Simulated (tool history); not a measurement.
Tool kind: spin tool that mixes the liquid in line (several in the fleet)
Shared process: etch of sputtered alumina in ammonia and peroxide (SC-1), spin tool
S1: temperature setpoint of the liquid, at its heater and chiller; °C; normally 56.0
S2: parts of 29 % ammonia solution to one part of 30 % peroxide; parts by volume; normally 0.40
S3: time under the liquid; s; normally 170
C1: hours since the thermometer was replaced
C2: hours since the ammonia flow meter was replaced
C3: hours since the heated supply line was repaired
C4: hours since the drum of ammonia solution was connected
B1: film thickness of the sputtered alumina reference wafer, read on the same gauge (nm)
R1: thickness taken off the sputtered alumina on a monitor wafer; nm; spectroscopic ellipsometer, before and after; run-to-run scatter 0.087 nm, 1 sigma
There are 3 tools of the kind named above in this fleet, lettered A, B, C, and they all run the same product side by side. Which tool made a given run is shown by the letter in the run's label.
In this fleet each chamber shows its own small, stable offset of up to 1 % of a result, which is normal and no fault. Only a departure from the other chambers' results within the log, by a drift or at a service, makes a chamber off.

run	hour	S1	S2	S3	C1	C2	C3	C4	B1	R1
1A	9.5	56.0	0.40	170	880.1	253.1	1519.0	116.4	59.994	9.2709
2C	18.3	56.0	0.40	170	519.6	919.8	302.8	389.8	60.027	9.2271
3B	23.7	56.0	0.40	170	1384.8	360.8	790.1	147.2	60.014	9.3870
4B	33.0	56.0	0.40	170	1394.1	370.1	799.4	156.5	59.979	9.3793
5C	42.3	56.0	0.40	170	543.6	943.8	326.8	413.8	60.015	9.0648
6A	49.0	56.0	0.55	125	919.6	292.6	1558.5	155.9	60.001	6.9854
7C	54.5	56.0	0.55	125	555.8	956.0	339.0	426.0	59.999	6.8671
8A	61.7	56.0	0.55	125	932.3	305.3	1571.2	168.6	60.004	6.8943
9B	68.2	48.5	0.40	250	1429.3	405.3	834.6	191.7	59.984	8.9058
10B	76.7	48.5	0.40	250	1437.8	413.8	843.1	200.2	60.004	8.9027
11A	83.2	48.5	0.40	250	953.8	326.8	1592.7	190.1	59.999	9.0252
12C	90.0	56.0	0.40	170	591.3	991.5	374.5	461.5	59.993	9.0938
# hour 95.6: chamber A: heated supply line repaired
13B	96.9	56.0	0.40	170	1458.0	434.0	863.3	220.4	59.992	9.4063
14A	103.8	56.0	0.40	170	974.4	347.4	8.3	210.7	59.992	9.1861
15C	111.8	56.0	0.55	245	613.1	1013.3	396.3	483.3	59.996	13.8600
16A	121.6	56.0	0.55	245	992.2	365.2	26.1	228.5	59.988	13.5340
17B	132.5	56.0	0.55	245	1493.6	469.6	898.9	256.0	59.996	13.7030
18C	138.4	56.0	0.40	170	639.7	1039.9	422.9	509.9	59.973	8.9699
19B	146.5	56.0	0.40	170	1507.6	483.6	912.9	270.0	60.007	9.2588
20A	156.9	56.0	0.40	170	1027.5	400.5	61.4	263.8	59.978	9.1168
21C	162.2	56.0	0.40	170	663.5	1063.7	446.7	533.7	60.005	9.1247
22B	172.0	56.0	0.40	170	1533.1	509.1	938.4	295.5	59.997	9.1843
23A	181.5	56.0	0.40	170	1052.1	425.1	86.0	288.4	60.009	9.1752
24C	190.5	56.0	0.40	170	691.8	1092.0	475.0	562.0	59.993	8.8459
25C	197.7	56.0	0.40	170	699.0	1099.2	482.2	569.2	60.009	8.8197
26B	204.8	56.0	0.40	170	1565.9	541.9	971.2	328.3	60.005	9.2768
# hour 212.1: chamber B: thermometer replaced
27A	212.6	56.0	0.40	170	1083.2	456.2	117.1	319.5	60.004	9.1560
28B	217.9	56.0	0.40	170	5.9	555.0	984.3	341.4	60.009	9.3649
29C	224.0	62.5	0.40	100	725.3	1125.5	508.5	595.5	59.988	7.2399
30A	229.7	62.5	0.40	100	1100.3	473.3	134.2	336.6	59.997	7.4269
31C	236.5	62.5	0.40	100	737.8	1138.0	521.0	608.0	60.002	7.1558
32B	246.7	56.0	0.40	170	34.7	583.8	1013.1	370.2	60.000	9.2775
33A	257.5	56.0	0.40	170	1128.1	501.1	162.0	364.4	59.987	9.1729
34B	263.3	56.0	0.40	170	51.3	600.4	1029.7	386.8	60.009	9.3329
35C	269.7	56.0	0.40	170	771.0	1171.2	554.2	641.2	59.983	8.6654
# hour 274.8: chamber B: ammonia flow meter replaced
36A	278.2	56.0	0.40	170	1148.8	521.8	182.7	385.1	60.002	9.0064
37B	283.6	56.0	0.40	170	71.6	8.8	1050.0	407.1	59.981	9.3562
38C	294.0	56.0	0.40	170	795.3	1195.5	578.5	665.5	59.999	8.2727

Each of the 3 chambers runs these same settings next. Fill in every chamber's results:
39A	301.9	56.0	0.40	110						?
39B	301.9	56.0	0.40	110						?
39C	301.9	56.0	0.40	110						?

run	R1
39A	5.8918
39B	5.9679
39C	5.4195
